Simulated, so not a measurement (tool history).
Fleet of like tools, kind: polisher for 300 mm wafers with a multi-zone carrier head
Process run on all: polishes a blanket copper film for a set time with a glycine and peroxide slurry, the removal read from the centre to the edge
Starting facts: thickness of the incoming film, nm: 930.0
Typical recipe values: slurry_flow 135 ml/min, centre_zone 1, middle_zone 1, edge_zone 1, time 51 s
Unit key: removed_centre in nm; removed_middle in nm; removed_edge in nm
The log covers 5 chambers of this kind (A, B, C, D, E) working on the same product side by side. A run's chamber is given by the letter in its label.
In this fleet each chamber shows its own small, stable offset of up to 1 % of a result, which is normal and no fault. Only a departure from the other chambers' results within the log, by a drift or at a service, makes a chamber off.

At day 0.042: chamber C: worn pad replaced by a new one.
Run 1C, day 0.267: usual settings. Result: removed_centre 317.41 nm, removed_middle 311.6 nm, removed_edge 310.81 nm.
At day 0.483: chamber B: worn pad replaced by a new one.
Run 2B, day 0.6: usual settings. Result: removed_centre 304.46 nm, removed_middle 304.29 nm, removed_edge 304.22 nm.
At day 0.608: chamber E: edge zone pressure recalibrated.
At day 0.679: chamber B: centre zone pressure recalibrated.
Run 3E, day 0.817: usual settings. Result: removed_centre 304.64 nm, removed_middle 307.6 nm, removed_edge 309.83 nm.
Run 4A, day 1.079: usual settings. Result: removed_centre 311.31 nm, removed_middle 305.82 nm, removed_edge 302.23 nm.
Run 5D, day 1.379: usual settings. Result: removed_centre 307.73 nm, removed_middle 306.9 nm, removed_edge 312.35 nm.
At day 1.408: chamber E: slurry nozzle cleaned.
Run 6A, day 1.617: usual settings. Result: removed_centre 306.67 nm, removed_middle 306.62 nm, removed_edge 305.94 nm.
At day 1.696: chamber D: worn pad replaced by a new one.
Run 7B, day 1.825: usual settings. Result: removed_centre 307.42 nm, removed_middle 307.42 nm, removed_edge 307.23 nm.
At day 1.867: chamber A: worn pad replaced by a new one.
Run 8D, day 2.175: usual settings. Result: removed_centre 309.41 nm, removed_middle 305.34 nm, removed_edge 306.36 nm.
Run 9C, day 2.625: usual settings. Result: removed_centre 310.1 nm, removed_middle 301.7 nm, removed_edge 305.24 nm.
Run 10E, day 3.083: usual settings. Result: removed_centre 302.77 nm, removed_middle 306.14 nm, removed_edge 313.83 nm.
At day 3.138: chamber C: worn pad replaced by a new one.
At day 3.262: chamber B: slurry nozzle cleaned.
Run 11A, day 3.512: usual settings but slurry_flow 100 ml/min, edge_zone 0.92. Result: removed_centre 279.26 nm, removed_middle 281.62 nm, removed_edge 277 nm.
Run 12B, day 3.721: usual settings but slurry_flow 100 ml/min, edge_zone 0.92. Result: removed_centre 281.53 nm, removed_middle 285.04 nm, removed_edge 279.16 nm.
At day 4.008: chamber E: worn pad replaced by a new one.
Run 13C, day 4.162: usual settings but slurry_flow 100 ml/min, edge_zone 0.92. Result: removed_centre 285.53 nm, removed_middle 284.98 nm, removed_edge 278.63 nm.
Run 14E, day 4.483: usual settings but slurry_flow 100 ml/min, edge_zone 0.92. Result: removed_centre 276.72 nm, removed_middle 282.4 nm, removed_edge 279.73 nm.
At day 4.692: chamber B: worn pad replaced by a new one.
Run 15D, day 4.8: usual settings but slurry_flow 100 ml/min, edge_zone 0.92. Result: removed_centre 275.52 nm, removed_middle 283.59 nm, removed_edge 281.25 nm.
At day 5.075: chamber A: worn pad replaced by a new one.
Run 16B, day 5.154: usual settings. Result: removed_centre 308.81 nm, removed_middle 308.91 nm, removed_edge 307.69 nm.
Run 17D, day 5.425: usual settings. Result: removed_centre 300.03 nm, removed_middle 299.54 nm, removed_edge 305.87 nm.
Run 18E, day 5.688: usual settings. Result: removed_centre 311 nm, removed_middle 301.27 nm, removed_edge 313.5 nm.
At day 5.758: chamber A: centre zone pressure recalibrated.
Run 19C, day 6.054: usual settings. Result: removed_centre 300.89 nm, removed_middle 302.29 nm, removed_edge 298.97 nm.
At day 6.175: chamber C: worn pad replaced by a new one.
At day 6.188: chamber D: worn pad replaced by a new one.
Run 20A, day 6.429: usual settings but middle_zone 1.07, time 61 s. Result: removed_centre 369.36 nm, removed_middle 384.22 nm, removed_edge 357.73 nm.
Run 21E, day 6.892: usual settings but middle_zone 1.07, time 61 s. Result: removed_centre 368.46 nm, removed_middle 390.97 nm, removed_edge 361.44 nm.
Run 22C, day 7.25: usual settings but middle_zone 1.07, time 61 s. Result: removed_centre 355.94 nm, removed_middle 395.75 nm, removed_edge 369.67 nm.
Run 23A, day 7.475: usual settings but middle_zone 1.07, time 61 s. Result: removed_centre 360.79 nm, removed_middle 385.08 nm, removed_edge 365.75 nm.
Run 24D, day 7.812: usual settings but middle_zone 1.07, time 61 s. Result: removed_centre 358.8 nm, removed_middle 373.39 nm, removed_edge 356.25 nm.
At day 8.138: chamber A: worn pad replaced by a new one.
Run 25B, day 8.221: usual settings. Result: removed_centre 302.2 nm, removed_middle 301.67 nm, removed_edge 313.83 nm.
At day 8.588: chamber B: worn pad replaced by a new one.
Run 26D, day 8.662: usual settings. Result: removed_centre 296.17 nm, removed_middle 296.41 nm, removed_edge 302.26 nm.
At day 8.954: chamber E: worn pad replaced by a new one.
Run 27E, day 8.979: usual settings. Result: removed_centre 302.87 nm, removed_middle 307.03 nm, removed_edge 307.56 nm.
At day 9: chamber C: slurry nozzle cleaned.
At day 9.017: chamber C: worn pad replaced by a new one.
Run 28C, day 9.404: usual settings. Result: removed_centre 297.85 nm, removed_middle 303.93 nm, removed_edge 308.63 nm.
Run 29B, day 9.742: usual settings. Result: removed_centre 308.38 nm, removed_middle 308.07 nm, removed_edge 305.39 nm.
Run 30A, day 10.012: usual settings. Result: removed_centre 297.83 nm, removed_middle 297.63 nm, removed_edge 310.15 nm.
Run 31D, day 10.342: usual settings but slurry_flow 110 ml/min, edge_zone 0.94. Result: removed_centre 266.15 nm, removed_middle 275.57 nm, removed_edge 277.23 nm.
Run 32E, day 10.75: usual settings but slurry_flow 110 ml/min, edge_zone 0.94. Result: removed_centre 292.53 nm, removed_middle 298.8 nm, removed_edge 277.54 nm.
Run 33B, day 10.988: usual settings but slurry_flow 110 ml/min, edge_zone 0.94. Result: removed_centre 296 nm, removed_middle 294.24 nm, removed_edge 286.11 nm.
Run 34A, day 11.25: usual settings but slurry_flow 110 ml/min, edge_zone 0.94. Result: removed_centre 283.76 nm, removed_middle 282.9 nm, removed_edge 289.24 nm.
At day 11.346: chamber E: slurry nozzle cleaned.
Run 35C, day 11.546: usual settings but slurry_flow 110 ml/min, edge_zone 0.94. Result: removed_centre 289.6 nm, removed_middle 293.67 nm, removed_edge 283.31 nm.
Run 36E, day 11.762: usual settings. Result: removed_centre 311.48 nm, removed_middle 304.58 nm, removed_edge 311.27 nm.

The same settings go to every chamber for the next run, one line per chamber below. Forecast the results for each:
Run 37A, day 12.096: usual settings but slurry_flow 155 ml/min. Result: removed_centre ?, removed_middle ?, removed_edge ?.
Run 37B, day 12.096: usual settings but slurry_flow 155 ml/min. Result: removed_centre ?, removed_middle ?, removed_edge ?.
Run 37C, day 12.096: usual settings but slurry_flow 155 ml/min. Result: removed_centre ?, removed_middle ?, removed_edge ?.
Run 37D, day 12.096: usual settings but slurry_flow 155 ml/min. Result: removed_centre ?, removed_middle ?, removed_edge ?.
Run 37E, day 12.096: usual settings but slurry_flow 155 ml/min. Result: removed_centre ?, removed_middle ?, removed_edge ?.

run  removed_centre  removed_middle  removed_edge
37A          309.75          312.35         308.1
37B          321.16          317.81        309.42
37C           314.7          311.19        314.82
37D          296.87          300.09        305.03
37E          320.63          320.24        308.84
